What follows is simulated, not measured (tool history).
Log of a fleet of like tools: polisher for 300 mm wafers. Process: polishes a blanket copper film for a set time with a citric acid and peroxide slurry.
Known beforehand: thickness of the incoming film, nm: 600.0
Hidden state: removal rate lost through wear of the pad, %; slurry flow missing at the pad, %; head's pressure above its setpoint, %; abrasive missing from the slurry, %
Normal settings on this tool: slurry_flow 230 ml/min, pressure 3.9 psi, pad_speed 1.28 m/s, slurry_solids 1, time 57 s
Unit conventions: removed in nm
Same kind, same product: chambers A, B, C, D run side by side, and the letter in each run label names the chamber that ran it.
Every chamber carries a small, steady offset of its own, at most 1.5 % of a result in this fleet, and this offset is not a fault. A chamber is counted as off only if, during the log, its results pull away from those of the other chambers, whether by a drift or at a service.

run	day	slurry_flow	pressure	pad_speed	slurry_solids	time	wafers polished on this pad	hours since the slurry nozzle was cleaned	hours since the head pressure was calibrated	hours since the slurry blender was calibrated	removed
# day 0.092: chamber C: worn pad replaced by a new one
1B	0.408	230	3.9	1.28	1	57	368	588.4	379.6	25.3	203.77
2A	0.858	230	3.9	1.28	1	57	994	79	380.1	239.7	208.77
3D	1.167	230	3.9	1.28	1	57	819	512.4	342.2	323.7	207.82
# day 1.442: chamber A: worn pad replaced by a new one
4C	1.679	230	3.9	1.28	1	57	650	235.6	687.1	142	202.72
# day 1.767: chamber B: worn pad replaced by a new one
# day 1.767: chamber D: slurry blender recalibrated
5C	2.142	230	3.9	1.28	1	57	839	246.7	698.2	153.1	209.39
# day 2.562: chamber D: worn pad replaced by a new one
6A	2.646	230	3.9	1.28	1	57	492	121.9	423	282.6	203.57
# day 3.025: chamber D: slurry nozzle cleaned
# day 3.121: chamber C: slurry blender recalibrated
# day 3.146: chamber C: worn pad replaced by a new one
7B	3.212	230	3.9	1.28	1	57	592	655.7	446.9	92.6	207.02
# day 3.483: chamber B: slurry nozzle cleaned
8D	3.612	230	3.9	1.28	1	57	429	14.1	400.9	44.4	208.35
# day 3.825: chamber A: worn pad replaced by a new one
9D	3.975	230	3.9	1.28	1	57	577	22.8	409.6	53.1	208.94
10C	4.292	230	3.9	1.28	1	57	468	298.3	749.8	28.1	209.27
# day 4.371: chamber B: worn pad replaced by a new one
11A	4.867	230	3.9	1.28	1	57	426	175.2	476.3	335.9	213.2
12B	5.329	230	3.9	1.28	1	57	392	44.3	497.7	143.4	203.02
# day 5.425: chamber A: slurry blender recalibrated
# day 5.433: chamber C: slurry nozzle cleaned
# day 5.608: chamber C: worn pad replaced by a new one
13B	5.662	230	3.9	1.28	1	57	528	52.3	505.7	151.4	211.14
# day 5.892: chamber D: worn pad replaced by a new one
14C	6.142	230	3.9	1.28	1	57	219	17.1	794.2	72.5	204.76
# day 6.267: chamber B: slurry blender recalibrated
# day 6.55: chamber B: worn pad replaced by a new one
15A	6.604	230	3.9	1.28	1	57	1136	216.9	518	28.3	206.26
# day 6.921: chamber A: worn pad replaced by a new one
16D	7.162	230	3.9	1.28	1	57	520	99.3	486.1	129.6	207
17A	7.438	230	3.9	1.28	1	57	212	236.9	538	48.3	208.55
18B	7.725	230	3.9	1.28	1	57	481	101.8	555.2	35	205.85
19D	8.129	230	3.9	1.28	1	57	915	122.5	509.3	152.8	208.6
# day 8.525: chamber C: worn pad replaced by a new one
20C	8.542	230	3.9	1.28	1	57	7	74.7	851.8	130.1	204.05
21A	8.862	290	3.9	1.12	1	57	794	271.1	572.2	82.5	188.53
# day 8.992: chamber B: worn pad replaced by a new one
22D	9.133	290	3.9	1.12	1	57	1325	146.6	533.4	176.9	191.86
# day 9.462: chamber D: worn pad replaced by a new one
23B	9.608	290	3.9	1.12	1	57	253	147	600.4	80.2	188.38
# day 9.617: chamber A: worn pad replaced by a new one
24C	10.038	290	3.9	1.12	1	57	619	110.6	887.7	166	182.55
25C	10.458	230	3.9	1.28	1	57	791	120.7	897.8	176.1	202.44
26A	10.958	230	3.9	1.28	1	57	549	321.4	622.5	132.8	207.6
# day 10.962: chamber B: worn pad replaced by a new one
27B	11.321	230	3.9	0.84	0.7	57	146	188.1	641.5	121.3	130.73
28D	11.596	230	3.9	0.84	0.7	57	872	205.7	592.5	236	127.59

Each of the 4 chambers runs these same settings next. Fill in every chamber's results:
29A	12.025	230	3.9	1.28	1	65					?
29B	12.025	230	3.9	1.28	1	65					?
29C	12.025	230	3.9	1.28	1	65					?
29D	12.025	230	3.9	1.28	1	65					?

run	removed
29A	238.4
29B	233.35
29C	232.72
29D	242.87

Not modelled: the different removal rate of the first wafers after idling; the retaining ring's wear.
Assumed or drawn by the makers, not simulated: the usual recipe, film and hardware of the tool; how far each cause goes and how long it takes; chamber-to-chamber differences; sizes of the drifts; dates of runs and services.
